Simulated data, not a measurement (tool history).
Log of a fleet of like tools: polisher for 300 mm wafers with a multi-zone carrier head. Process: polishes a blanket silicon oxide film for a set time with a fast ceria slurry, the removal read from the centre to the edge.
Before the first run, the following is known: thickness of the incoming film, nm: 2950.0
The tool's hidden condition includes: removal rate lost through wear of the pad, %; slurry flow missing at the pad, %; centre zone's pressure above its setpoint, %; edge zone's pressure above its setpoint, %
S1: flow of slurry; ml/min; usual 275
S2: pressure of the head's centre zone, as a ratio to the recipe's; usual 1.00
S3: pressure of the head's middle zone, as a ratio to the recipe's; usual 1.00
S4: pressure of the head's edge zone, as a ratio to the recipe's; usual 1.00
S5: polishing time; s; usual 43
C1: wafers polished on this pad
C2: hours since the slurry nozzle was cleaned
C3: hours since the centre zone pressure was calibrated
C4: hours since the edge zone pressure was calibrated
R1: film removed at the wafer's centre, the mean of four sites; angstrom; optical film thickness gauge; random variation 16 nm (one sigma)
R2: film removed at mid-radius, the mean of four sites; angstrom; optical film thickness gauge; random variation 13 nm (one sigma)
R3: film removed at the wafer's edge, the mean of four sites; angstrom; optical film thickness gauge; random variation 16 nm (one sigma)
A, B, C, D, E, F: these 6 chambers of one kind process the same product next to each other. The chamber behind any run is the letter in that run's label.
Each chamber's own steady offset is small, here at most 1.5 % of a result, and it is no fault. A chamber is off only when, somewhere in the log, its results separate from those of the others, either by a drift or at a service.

run   hour   S1    S2    S3    S4  S5    C1     C2      C3      C4     R1     R2     R3
 1B   12.4  275  1.00  1.00  1.00  43   602  145.0   124.3  1163.8  12259  12114  12289
      14.2  -- chamber A: centre zone pressure recalibrated
 2C   19.7  275  1.00  1.00  1.00  43   377  547.0   795.9   209.2  12136  12210  12562
      24.0  -- chamber A: worn pad replaced by a new one
 3F   32.7  275  1.00  1.00  1.00  43  1123  109.0   461.4   381.8  12191  12502  12393
      34.4  -- chamber F: worn pad replaced by a new one
 4E   45.9  275  1.00  1.00  1.00  43   614  206.0  1198.4   207.5  12162  12275  12209
 5D   56.5  275  1.00  1.00  1.00  43   882  444.4   148.2   498.2  12346  12453  12561
      56.6  -- chamber B: edge zone pressure recalibrated
      66.3  -- chamber B: worn pad replaced by a new one
 6A   69.0  275  1.00  1.00  1.00  43   387  147.6    54.9   342.7  12150  12392  12221
      72.6  -- chamber D: slurry nozzle cleaned
 7E   81.9  275  1.00  1.00  1.00  43   923  242.0  1234.4   243.5  12004  11878  11938
      87.8  -- chamber B: slurry nozzle cleaned
 8D   92.5  275  1.00  1.00  1.00  43  1192   20.0   184.2   534.2  11975  12527  11997
      94.9  -- chamber A: worn pad replaced by a new one
 9C  103.4  275  1.00  1.00  1.00  43  1096  630.7   879.6   292.9  12162  12269  12437
     105.7  -- chamber C: slurry nozzle cleaned
     114.0  -- chamber D: worn pad replaced by a new one
10A  114.2  275  1.00  1.00  1.00  43   166  192.8   100.1   387.9  11969  12419  11940
     122.0  -- chamber D: edge zone pressure recalibrated
11B  125.5  275  1.00  1.00  1.00  43   509   37.8   237.4    69.0  12706  12479  12434
     128.8  -- chamber C: worn pad replaced by a new one
12F  136.5  275  1.00  1.00  1.00  43   877  212.8   565.2   485.6  12603  12256  12321
13C  147.3  275  1.00  1.00  1.00  43   159   41.7   923.5   336.8  12621  12328  12325
14D  155.1  275  0.93  1.00  1.00  43   353   82.6   246.8    33.2  11099  12399  12333
     155.8  -- chamber F: worn pad replaced by a new one
15F  164.2  275  0.93  1.00  1.00  43    72  240.5   592.9   513.3  11478  12379  12490
     167.3  -- chamber A: worn pad replaced by a new one
16A  174.1  275  0.93  1.00  1.00  43    58  252.7   160.0   447.8  11047  12305  12024
     181.1  -- chamber B: worn pad replaced by a new one
17B  181.8  275  0.93  1.00  1.00  43     6   94.1   293.7   125.3  11767  12200  12144
     186.6  -- chamber D: centre zone pressure recalibrated
18E  188.2  275  0.93  1.00  1.00  43  1836  348.3  1340.7   349.8  10726  11579  11720
     192.3  -- chamber E: centre zone pressure recalibrated
     194.8  -- chamber E: edge zone pressure recalibrated
19B  195.4  275  0.93  1.00  1.00  43   123  107.7   307.3   138.9  11422  12413  11997
20A  207.1  245  1.00  1.00  1.06  43   342  285.7   193.0   480.8  12334  12103  12654
21F  214.5  245  1.00  1.00  1.06  43   504  290.8   643.2   563.6  12309  12272  12512
22D  222.4  245  1.00  1.00  1.06  43   931  149.9    35.8   100.5  11768  12190  12569
23E  232.0  245  1.00  1.00  1.06  43  2213  392.1    39.7    37.2  11371  11296  11796
24C  241.5  245  1.00  1.00  1.06  43   968  135.9  1017.7   431.0  12251  12234  12857
25C  248.5  245  1.00  1.00  1.06  43  1028  142.9  1024.7   438.0  12092  12220  12619
     251.2  -- chamber A: worn pad replaced by a new one
     256.5  -- chamber B: centre zone pressure recalibrated
26B  257.0  275  1.00  1.00  1.00  43   652  169.3     0.6   200.5  12160  11953  12337
     266.3  -- chamber F: worn pad replaced by a new one
27E  270.3  275  1.00  1.00  1.00  43  2542  430.4    78.0    75.5  11126  11182  11271
28A  277.6  275  1.00  1.00  1.00  43   227  356.2   263.5   551.3  12431  12299  12161
     279.8  -- chamber D: worn pad replaced by a new one
     280.3  -- chamber C: worn pad replaced by a new one
29F  289.6  275  1.00  1.00  1.00  49   200  365.9   718.3   638.7  13750  14198  13725
     297.6  -- chamber B: worn pad replaced by a new one
30D  298.0  275  1.00  1.00  1.00  49   156  225.5   111.4   176.1  13852  14101  13869
     302.1  -- chamber B: slurry nozzle cleaned
31E  305.9  275  1.00  1.00  1.00  49  2847  466.0   113.6   111.1  12745  12617  12784
     314.4  -- chamber A: slurry nozzle cleaned
32C  315.9  275  1.00  1.00  1.00  49   306  210.3  1092.1   505.4  13823  13852  13609
33B  324.2  275  1.00  1.00  1.00  49   228   22.2    67.8   267.7  14122  13926  13930
     325.0  -- chamber A: worn pad replaced by a new one
     331.7  -- chamber E: slurry nozzle cleaned
34F  334.9  275  1.00  1.00  1.00  49   589  411.2   763.6   684.0  13974  13806  14208
35D  346.3  275  1.00  1.00  1.00  43   571  273.8   159.7   224.4  12319  12404  12213
     353.9  -- chamber A: edge zone pressure recalibrated
36A  356.1  275  1.00  1.00  1.00  43   267   41.8   342.0     2.2  12228  12742  12463
37F  363.1  275  1.00  1.00  1.00  43   832  439.4   791.8   712.2  12157  12340  12215
38D  375.8  275  1.00  1.08  0.92  43   824  303.3   189.2   253.9  12313  13443  12079
39B  387.3  275  1.00  1.08  0.92  43   770   85.3   130.9   330.8  12516  13266  11903
     397.8  -- chamber A: worn pad replaced by a new one
40E  400.2  275  1.00  1.08  0.92  43  3658   68.5   207.9   205.4  10719  11644  10400
41A  406.7  275  1.00  1.08  0.92  43    76   92.4   392.6    52.8  12007  13453  11809
     412.8  -- chamber C: worn pad replaced by a new one
42C  413.7  275  1.00  1.08  0.92  43     8  308.1  1189.9   603.2  12273  13138  11907

Decide between three cases: one chamber stands off from its peers, the gauge reading all wafers drifts, or nothing is wrong past each chamber's small offset. Where a chamber is off, say which and what most likely put it there.

One chamber, E, drifts off from the rest bit by bit.
What lies behind it: removal rate lost through wear of the pad, % = 11.7.

Here are 4 candidates for chamber E's next run, each the usual settings with a change, their results left as question marks. Which one brings its results back in line with what the others give on the usual settings?
To be in line, a result may differ from the other chambers' mean on the usual settings by at most: R1 550.0 angstrom; R2 450.0 angstrom; R3 550.0 angstrom
43E-1  423.4  275  1.00  1.00  1.00  46                   ?   ?   ?
43E-2  423.4  270  1.00  1.00  0.99  38                   ?   ?   ?
43E-3  423.4  280  1.01  1.00  1.00  49                   ?   ?   ?
43E-4  423.4  275  1.00  1.00  1.00  40                   ?   ?   ?

Usual-settings mean across the other chambers: R1 12315.0 angstrom; R2 12314.0 angstrom; R3 12328.0 angstrom
  run       R1       R2       R3
43E-1  11495.0  11505.0  11453.0
43E-2   9474.4   9485.1   9396.0
43E-3  12404.0  12279.0  12218.0
43E-4   9995.9  10005.0   9959.1
Change 43E-3 lands the chamber within the allowed miss of the other chambers.

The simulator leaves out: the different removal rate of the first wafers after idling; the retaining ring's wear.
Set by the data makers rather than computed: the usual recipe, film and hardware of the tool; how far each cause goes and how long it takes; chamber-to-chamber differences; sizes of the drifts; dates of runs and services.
